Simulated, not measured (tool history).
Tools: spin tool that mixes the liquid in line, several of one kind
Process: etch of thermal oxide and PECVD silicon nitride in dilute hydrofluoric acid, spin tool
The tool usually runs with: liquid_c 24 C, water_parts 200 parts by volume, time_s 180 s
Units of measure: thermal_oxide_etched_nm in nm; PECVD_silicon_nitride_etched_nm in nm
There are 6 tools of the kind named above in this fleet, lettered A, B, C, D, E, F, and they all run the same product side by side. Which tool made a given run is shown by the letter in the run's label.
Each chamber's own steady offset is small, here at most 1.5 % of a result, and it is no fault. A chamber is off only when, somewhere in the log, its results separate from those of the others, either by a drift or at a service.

run,hour,liquid_c,water_parts,time_s,hours since the thermometer was replaced,hours since the hydrofluoric acid flow meter was replaced,"read-back film thickness of the thermal oxide reference wafer, read on the same gauge (nm)","read-back film thickness of the PECVD silicon nitride reference wafer, read on the same gauge (nm)",thermal_oxide_etched_nm,PECVD_silicon_nitride_etched_nm
# hour 11.3: chamber D: thermometer replaced
1A,12.5,24,200,180,281,46.2,29.999,130.01,3.8746,1.5477
2C,24.8,24,200,180,387.6,526.3,30,130,3.8837,1.4984
3F,32.5,24,200,180,797.7,792.9,29.995,130.01,3.8322,1.5492
4E,43,24,200,180,529.8,1173.9,30.005,130,3.8198,1.5296
5B,54.6,24,200,180,650.9,363.7,29.984,130.02,3.8014,1.4834
6D,65.2,24,200,180,54,820.2,30.033,129.98,3.8808,1.5097
7F,73.5,24,170,180,838.7,833.9,29.967,130.01,4.6859,1.7737
8D,81.8,24,170,180,70.6,836.8,30.018,130.02,4.6996,1.796
9B,96.1,24,170,180,692.4,405.2,30.024,130.01,4.6408,1.7692
10A,108.6,24,170,180,377.1,142.3,29.98,129.98,4.565,1.8059
11C,120.4,24,170,180,483.2,621.9,29.972,130,4.6493,1.8168
12E,130.8,24,170,180,617.6,1261.7,30.001,129.99,4.677,1.8094
13E,145.8,26.5,200,180,632.6,1276.7,29.984,130,4.2134,1.8955
14B,160.7,26.5,200,180,757,469.8,30,129.99,4.2296,1.7513
15A,171.5,26.5,200,180,440,205.2,29.991,130.01,4.2114,1.7368
# hour 182.7: chamber E: thermometer replaced
16F,184.2,26.5,200,180,949.4,944.6,29.996,130,4.2404,1.7897
17D,195.1,26.5,200,180,183.9,950.1,30.007,130.01,4.0952,1.7961
18C,204.9,26.5,200,180,567.7,706.4,29.939,130,4.1999,1.7697
19F,219.9,24,200,180,985.1,980.3,29.969,129.99,3.7436,1.5589
20B,233.2,24,200,180,829.5,542.3,29.969,130,3.87,1.5845
21A,248.4,24,200,180,516.9,282.1,30.026,130.01,3.8379,1.5657
22D,260.1,24,200,180,248.9,1015.1,30.011,129.99,3.6426,1.4665
23E,273.7,20,145,180,91,1404.6,29.961,130.01,4.8651,1.6539
24C,280.7,20,145,180,643.5,782.2,29.996,130,4.8041,1.6088
25E,291.9,20,145,180,109.2,1422.8,30.014,130,4.8661,1.6241
26D,302.5,20,145,180,291.3,1057.5,29.995,130.02,4.505,1.4837
27F,314.4,20,145,180,1079.6,1074.8,30.007,129.99,4.8369,1.6615
28C,324.8,20,145,180,687.6,826.3,29.99,130.02,4.7666,1.5906
29B,332.5,24,200,180,928.8,641.6,29.995,130.02,3.8538,1.483
30A,339.7,24,200,180,608.2,373.4,29.974,130.01,3.8224,1.5956
31C,349.5,24,200,180,712.3,851,30.012,130,3.8457,1.5679
32B,358.4,25.5,125,180,954.7,667.5,29.971,130.01,6.9284,2.6476
33A,372.4,25.5,125,180,640.9,406.1,29.996,130,7.085,2.6214
34F,386.1,25.5,125,180,1151.3,1146.5,30.01,130,6.9972,2.6779
35D,393.7,25.5,125,180,382.5,1148.7,30.014,130,6.4976,2.517
36E,401.5,25.5,125,180,218.8,1532.4,29.999,129.99,7.1527,2.7316
37F,412.5,25.5,125,180,1177.7,1172.9,29.988,130.02,7.1554,2.747
38B,426.4,19.5,200,180,1022.7,735.5,29.977,130,3.2226,1.1084
39E,433.6,19.5,200,180,250.9,1564.5,30.014,130,3.2638,1.151

All chambers now run identical settings, listed one chamber a line with results as question marks. What results will each chamber show?
40A,444.6,20,200,180,,,,,?,?
40B,444.6,20,200,180,,,,,?,?
40C,444.6,20,200,180,,,,,?,?
40D,444.6,20,200,180,,,,,?,?
40E,444.6,20,200,180,,,,,?,?
40F,444.6,20,200,180,,,,,?,?

run,thermal_oxide_etched_nm,PECVD_silicon_nitride_etched_nm
40A,3.2867,1.1709
40B,3.3128,1.1322
40C,3.2564,1.178
40D,2.9857,1.0983
40E,3.2656,1.1927
40F,3.2951,1.154
